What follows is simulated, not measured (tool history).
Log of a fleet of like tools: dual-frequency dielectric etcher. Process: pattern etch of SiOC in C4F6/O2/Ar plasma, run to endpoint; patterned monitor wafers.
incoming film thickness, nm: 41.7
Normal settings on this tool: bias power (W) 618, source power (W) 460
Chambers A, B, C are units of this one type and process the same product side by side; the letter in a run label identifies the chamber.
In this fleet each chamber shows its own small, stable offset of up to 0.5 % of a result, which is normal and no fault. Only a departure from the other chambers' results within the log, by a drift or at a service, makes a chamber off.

| run | hour | bias power (W) | source power (W) | endpoint time (s) |
|---|---|---|---|---|
| 1B | 9.0 | 618 | 460 | 12.078 |
| 2A | 16.8 | 618 | 460 | 12.192 |
|  | 21.6 | chamber B: source power generator calibrated |
| 3C | 30.3 | 618 | 460 | 12.314 |
| 4A | 40.4 | 618 | 460 | 12.297 |
| 5C | 51.4 | 618 | 460 | 12.119 |
| 6B | 59.9 | 618 | 460 | 12.171 |
| 7A | 71.8 | 618 | 460 | 12.298 |
|  | 78.0 | chamber C: wet clean of the chamber |
| 8C | 78.6 | 618 | 460 | 12.407 |
|  | 82.5 | chamber B: wet clean of the chamber |
| 9B | 90.5 | 618 | 460 | 12.439 |
| 10A | 98.8 | 618 | 460 | 12.375 |
|  | 106.2 | chamber B: bias power generator calibrated |
|  | 108.9 | chamber A: wet clean of the chamber |
| 11C | 111.9 | 618 | 460 | 12.326 |
| 12B | 121.7 | 618 | 460 | 12.382 |
| 13C | 136.0 | 618 | 460 | 12.299 |
| 14B | 150.5 | 618 | 460 | 12.380 |
| 15A | 164.7 | 764 | 520 | 10.795 |
| 16A | 173.6 | 764 | 520 | 10.815 |
| 17B | 183.6 | 764 | 520 | 10.907 |
| 18C | 194.1 | 618 | 460 | 12.351 |
| 19B | 205.4 | 618 | 460 | 12.357 |
| 20A | 218.4 | 618 | 350 | 13.534 |
| 21C | 232.0 | 618 | 350 | 13.736 |
| 22B | 247.1 | 618 | 350 | 13.532 |
| 23A | 261.4 | 618 | 460 | 12.300 |
| 24C | 269.5 | 618 | 460 | 12.329 |
| 25B | 277.0 | 618 | 380 | 13.177 |
| 26A | 283.8 | 618 | 380 | 13.178 |
| 27C | 296.4 | 618 | 380 | 13.126 |
| 28A | 306.3 | 618 | 370 | 13.377 |
| 29B | 319.3 | 618 | 370 | 13.248 |
| 30C | 333.1 | 618 | 370 | 13.316 |
| 31C | 341.0 | 537 | 540 | 12.192 |
| 32B | 352.1 | 537 | 540 | 12.316 |
| 33A | 366.2 | 537 | 540 | 12.267 |
| 34B | 375.2 | 618 | 460 | 12.326 |
| 35A | 384.7 | 618 | 460 | 12.328 |
| 36C | 396.9 | 618 | 460 | 12.390 |
| 37B | 404.6 | 565 | 510 | 12.330 |
| 38C | 413.7 | 565 | 510 | 12.264 |
| 39A | 423.5 | 565 | 510 | 12.177 |
|  | 427.5 | chamber C: wet clean of the chamber |
| 40B | 436.0 | 618 | 460 | 12.355 |
| 41A | 446.8 | 618 | 460 | 12.253 |
| 42C | 457.4 | 618 | 460 | 12.307 |
| 43A | 470.1 | 618 | 460 | 12.219 |
| 44B | 481.3 | 618 | 350 | 13.646 |

Read the log: is a single chamber off, either drifting away or since a service, is the gauge that measures every chamber drifting, or is nothing wrong beyond small per-chamber offsets? Name any odd chamber and what most likely caused it.

No chamber is off and the gauge is stable; the differences are just each chamber's small, constant offset.
